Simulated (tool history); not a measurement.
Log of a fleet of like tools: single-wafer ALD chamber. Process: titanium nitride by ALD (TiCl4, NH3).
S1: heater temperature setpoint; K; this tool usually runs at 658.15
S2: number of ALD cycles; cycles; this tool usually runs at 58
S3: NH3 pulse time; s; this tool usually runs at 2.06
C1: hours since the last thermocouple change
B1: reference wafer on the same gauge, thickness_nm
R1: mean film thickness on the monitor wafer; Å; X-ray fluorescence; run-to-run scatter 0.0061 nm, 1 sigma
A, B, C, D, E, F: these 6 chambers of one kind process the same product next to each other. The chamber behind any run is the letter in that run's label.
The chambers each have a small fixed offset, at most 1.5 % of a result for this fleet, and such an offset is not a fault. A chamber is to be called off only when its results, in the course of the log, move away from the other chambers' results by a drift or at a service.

Run 1A, hour 5.2: usual settings; C1 731; B1 1.0516. Result: R1 12.748 Å.
Run 2F, hour 12.4: usual settings; C1 722.7; B1 1.0491. Result: R1 12.701 Å.
Run 3B, hour 18.2: usual settings; C1 921.9; B1 1.0501. Result: R1 12.59 Å.
Run 4E, hour 26.2: usual settings; C1 584.7; B1 1.0495. Result: R1 12.694 Å.
Run 5D, hour 35.4: usual settings but S1 647.15 K, S3 1.37 s; C1 372.2; B1 1.0489. Result: R1 12.072 Å.
Run 6C, hour 43.7: usual settings but S1 647.15 K, S3 1.37 s; C1 784.8; B1 1.0507. Result: R1 12.198 Å.
Run 7D, hour 53.4: usual settings but S1 647.15 K, S3 1.37 s; C1 390.2; B1 1.0487. Result: R1 12.188 Å.
Run 8F, hour 58.4: usual settings but S1 647.15 K, S3 1.37 s; C1 768.7; B1 1.0496. Result: R1 12.063 Å.
Run 9B, hour 63.3: usual settings but S1 647.15 K, S3 1.37 s; C1 967; B1 1.0493. Result: R1 12.093 Å.
Run 10C, hour 68.9: usual settings but S1 647.15 K, S3 1.37 s; C1 810; B1 1.0499. Result: R1 12.114 Å.
Run 11A, hour 79.3: usual settings; C1 805.1; B1 1.0509. Result: R1 12.613 Å.
Run 12E, hour 85.6: usual settings but S2 47 cycles; C1 644.1; B1 1.0504. Result: R1 10.206 Å.
Run 13E, hour 96.2: usual settings but S2 47 cycles; C1 654.7; B1 1.0491. Result: R1 10.237 Å.
Run 14B, hour 101.6: usual settings but S2 47 cycles; C1 1005.3; B1 1.0514. Result: R1 10.281 Å.
Run 15F, hour 111.5: usual settings but S2 47 cycles; C1 821.8; B1 1.0493. Result: R1 10.199 Å.
Run 16C, hour 120.3: usual settings but S2 47 cycles; C1 861.4; B1 1.0508. Result: R1 10.369 Å.
Run 17A, hour 128.5: usual settings but S2 47 cycles; C1 854.3; B1 1.0494. Result: R1 10.36 Å.
Run 18D, hour 138.4: usual settings; C1 475.2; B1 1.0487. Result: R1 12.6 Å.
Run 19C, hour 146.8: usual settings but S2 49 cycles, S3 2.59 s; C1 887.9; B1 1.0504. Result: R1 10.851 Å.
Run 20F, hour 151.7: usual settings but S2 49 cycles, S3 2.59 s; C1 862; B1 1.0492. Result: R1 10.816 Å.
Run 21E, hour 160.4: usual settings but S2 49 cycles, S3 2.59 s; C1 718.9; B1 1.0512. Result: R1 10.794 Å.
Run 22A, hour 166: usual settings but S2 49 cycles, S3 2.59 s; C1 891.8; B1 1.0506. Result: R1 10.814 Å.
Run 23B, hour 174.2: usual settings but S2 49 cycles, S3 2.59 s; C1 1077.9; B1 1.0504. Result: R1 10.75 Å.
Run 24D, hour 183.7: usual settings but S2 49 cycles, S3 2.59 s; C1 520.5; B1 1.0516. Result: R1 10.862 Å.
Run 25E, hour 190.2: usual settings; C1 748.7; B1 1.0497. Result: R1 12.64 Å.
Run 26F, hour 198.1: usual settings; C1 908.4; B1 1.0515. Result: R1 12.559 Å.
Run 27D, hour 206.8: usual settings; C1 543.6; B1 1.0499. Result: R1 12.751 Å.
Run 28A, hour 212.5: usual settings but S3 2.41 s; C1 938.3; B1 1.0498. Result: R1 12.708 Å.
Run 29B, hour 218.7: usual settings but S3 2.41 s; C1 1122.4; B1 1.0492. Result: R1 12.645 Å.
Run 30C, hour 226.8: usual settings but S3 2.41 s; C1 967.9; B1 1.0493. Result: R1 12.96 Å.
Run 31B, hour 232.2: usual settings but S3 2.41 s; C1 1135.9; B1 1.0509. Result: R1 12.565 Å.
Run 32E, hour 239.2: usual settings but S3 2.41 s; C1 797.7; B1 1.0501. Result: R1 12.837 Å.
Run 33C, hour 244.5: usual settings but S3 2.41 s; C1 985.6; B1 1.0489. Result: R1 12.849 Å.
Run 34F, hour 250.3: usual settings; C1 960.6; B1 1.0503. Result: R1 12.636 Å.
Run 35A, hour 261: usual settings; C1 986.8; B1 1.0499. Result: R1 12.741 Å.
Run 36D, hour 269.8: usual settings; C1 606.6; B1 1.0503. Result: R1 12.793 Å.
Run 37B, hour 278.5: usual settings; C1 1182.2; B1 1.0497. Result: R1 12.697 Å.
Run 38F, hour 289.1: usual settings; C1 999.4; B1 1.0499. Result: R1 12.606 Å.
Run 39D, hour 297.5: usual settings; C1 634.3; B1 1.0489. Result: R1 12.636 Å.
Run 40E, hour 303.9: usual settings; C1 862.4; B1 1.0505. Result: R1 12.586 Å.
Run 41A, hour 309.5: usual settings; C1 1035.3; B1 1.0513. Result: R1 12.7 Å.
Run 42C, hour 314.3: usual settings; C1 1055.4; B1 1.051. Result: R1 12.773 Å.
Run 43E, hour 323.6: usual settings; C1 882.1; B1 1.0491. Result: R1 12.71 Å.

Each of the 6 chambers runs these same settings next. Fill in every chamber's results:
Run 44A, hour 331.5: usual settings but S2 47 cycles. Result: R1 ?.
Run 44B, hour 331.5: usual settings but S2 47 cycles. Result: R1 ?.
Run 44C, hour 331.5: usual settings but S2 47 cycles. Result: R1 ?.
Run 44D, hour 331.5: usual settings but S2 47 cycles. Result: R1 ?.
Run 44E, hour 331.5: usual settings but S2 47 cycles. Result: R1 ?.
Run 44F, hour 331.5: usual settings but S2 47 cycles. Result: R1 ?.

run      R1
44A  10.243
44B  10.241
44C  10.337
44D  10.286
44E  10.232
44F  10.191
